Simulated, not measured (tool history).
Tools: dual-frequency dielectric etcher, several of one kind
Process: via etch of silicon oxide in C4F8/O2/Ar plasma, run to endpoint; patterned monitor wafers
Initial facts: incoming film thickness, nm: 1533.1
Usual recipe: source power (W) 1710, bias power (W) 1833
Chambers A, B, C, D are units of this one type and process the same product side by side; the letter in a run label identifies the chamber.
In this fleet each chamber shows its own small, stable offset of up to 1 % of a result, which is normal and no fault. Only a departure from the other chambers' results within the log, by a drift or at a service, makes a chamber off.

| run | hour | source power (W) | bias power (W) | hours since the last wet clean | hours since the last source power generator calibration | hours since the last bias power generator calibration | endpoint time (s) |
|---|---|---|---|---|---|---|---|
| 1B | 8.4 | 1710 | 1833 | 28.6 | 216.6 | 3665.2 | 333.13 |
| 2D | 15.7 | 1710 | 1833 | 67.1 | 3470.8 | 2291.6 | 326.73 |
| 3A | 24.9 | 1710 | 1833 | 236.4 | 1996.6 | 2185.0 | 332.73 |
|  | 29.9 | chamber B: bias power generator calibrated |
| 4C | 36.2 | 1710 | 1833 | 382.3 | 295.4 | 2156.8 | 330.84 |
| 5A | 43.0 | 1710 | 1833 | 254.5 | 2014.7 | 2203.1 | 330.14 |
| 6C | 53.1 | 1710 | 1833 | 399.2 | 312.3 | 2173.7 | 326.21 |
| 7B | 62.5 | 1710 | 1833 | 82.7 | 270.7 | 32.6 | 332.24 |
| 8D | 74.0 | 1710 | 1833 | 125.4 | 3529.1 | 2349.9 | 330.53 |
| 9B | 84.7 | 1710 | 1833 | 104.9 | 292.9 | 54.8 | 330.86 |
| 10A | 98.9 | 1710 | 1833 | 310.4 | 2070.6 | 2259.0 | 328.70 |
|  | 103.8 | chamber A: wet clean of the chamber |
| 11C | 109.1 | 1710 | 1833 | 455.2 | 368.3 | 2229.7 | 326.88 |
| 12D | 121.5 | 1710 | 1833 | 172.9 | 3576.6 | 2397.4 | 328.01 |
| 13C | 135.8 | 1330 | 1572 | 481.9 | 395.0 | 2256.4 | 380.16 |
| 14B | 147.8 | 1330 | 1572 | 168.0 | 356.0 | 117.9 | 382.10 |
| 15D | 160.2 | 1330 | 1572 | 211.6 | 3615.3 | 2436.1 | 384.80 |
| 16A | 174.8 | 1330 | 1572 | 71.1 | 2146.5 | 2334.9 | 384.95 |
| 17B | 185.7 | 1430 | 1517 | 205.9 | 393.9 | 155.8 | 368.53 |
| 18D | 196.5 | 1430 | 1517 | 247.9 | 3651.6 | 2472.4 | 368.92 |
| 19A | 203.0 | 1430 | 1517 | 99.3 | 2174.7 | 2363.1 | 379.70 |
| 20C | 211.5 | 1430 | 1517 | 557.6 | 470.7 | 2332.1 | 370.04 |
|  | 222.5 | chamber C: wet clean of the chamber |
| 21D | 225.5 | 1860 | 2023 | 276.9 | 3680.6 | 2501.4 | 307.68 |
| 22A | 234.1 | 1860 | 2023 | 130.4 | 2205.8 | 2394.2 | 313.82 |
| 23B | 245.0 | 1860 | 2023 | 265.2 | 453.2 | 215.1 | 313.59 |
| 24C | 257.6 | 1860 | 2023 | 35.1 | 516.8 | 2378.2 | 309.80 |
| 25C | 266.1 | 1710 | 1833 | 43.6 | 525.3 | 2386.7 | 329.20 |
| 26B | 274.8 | 1850 | 1522 | 295.0 | 483.0 | 244.9 | 338.53 |
|  | 279.4 | chamber D: wet clean of the chamber |
| 27A | 285.1 | 1850 | 1522 | 181.4 | 2256.8 | 2445.2 | 337.63 |
| 28D | 297.8 | 1850 | 1522 | 18.5 | 3752.9 | 2573.7 | 336.56 |
| 29A | 309.7 | 1850 | 1522 | 206.0 | 2281.4 | 2469.8 | 337.49 |
| 30D | 324.1 | 2090 | 1833 | 44.8 | 3779.2 | 2600.0 | 301.31 |
| 31C | 336.5 | 2090 | 1833 | 114.0 | 595.7 | 2457.1 | 307.43 |
| 32B | 349.6 | 2090 | 1833 | 369.8 | 557.8 | 319.7 | 308.03 |
| 33D | 359.5 | 2090 | 1833 | 80.2 | 3814.6 | 2635.4 | 299.55 |

All chambers now run identical settings, listed one chamber a line with results as question marks. What results will each chamber show?
| 34A | 370.1 | 1710 | 1833 |  |  |  | ? |
| 34B | 370.1 | 1710 | 1833 |  |  |  | ? |
| 34C | 370.1 | 1710 | 1833 |  |  |  | ? |
| 34D | 370.1 | 1710 | 1833 |  |  |  | ? |

| run | endpoint time (s) |
|---|---|
| 34A | 330.75 |
| 34B | 335.58 |
| 34C | 334.09 |
| 34D | 329.34 |

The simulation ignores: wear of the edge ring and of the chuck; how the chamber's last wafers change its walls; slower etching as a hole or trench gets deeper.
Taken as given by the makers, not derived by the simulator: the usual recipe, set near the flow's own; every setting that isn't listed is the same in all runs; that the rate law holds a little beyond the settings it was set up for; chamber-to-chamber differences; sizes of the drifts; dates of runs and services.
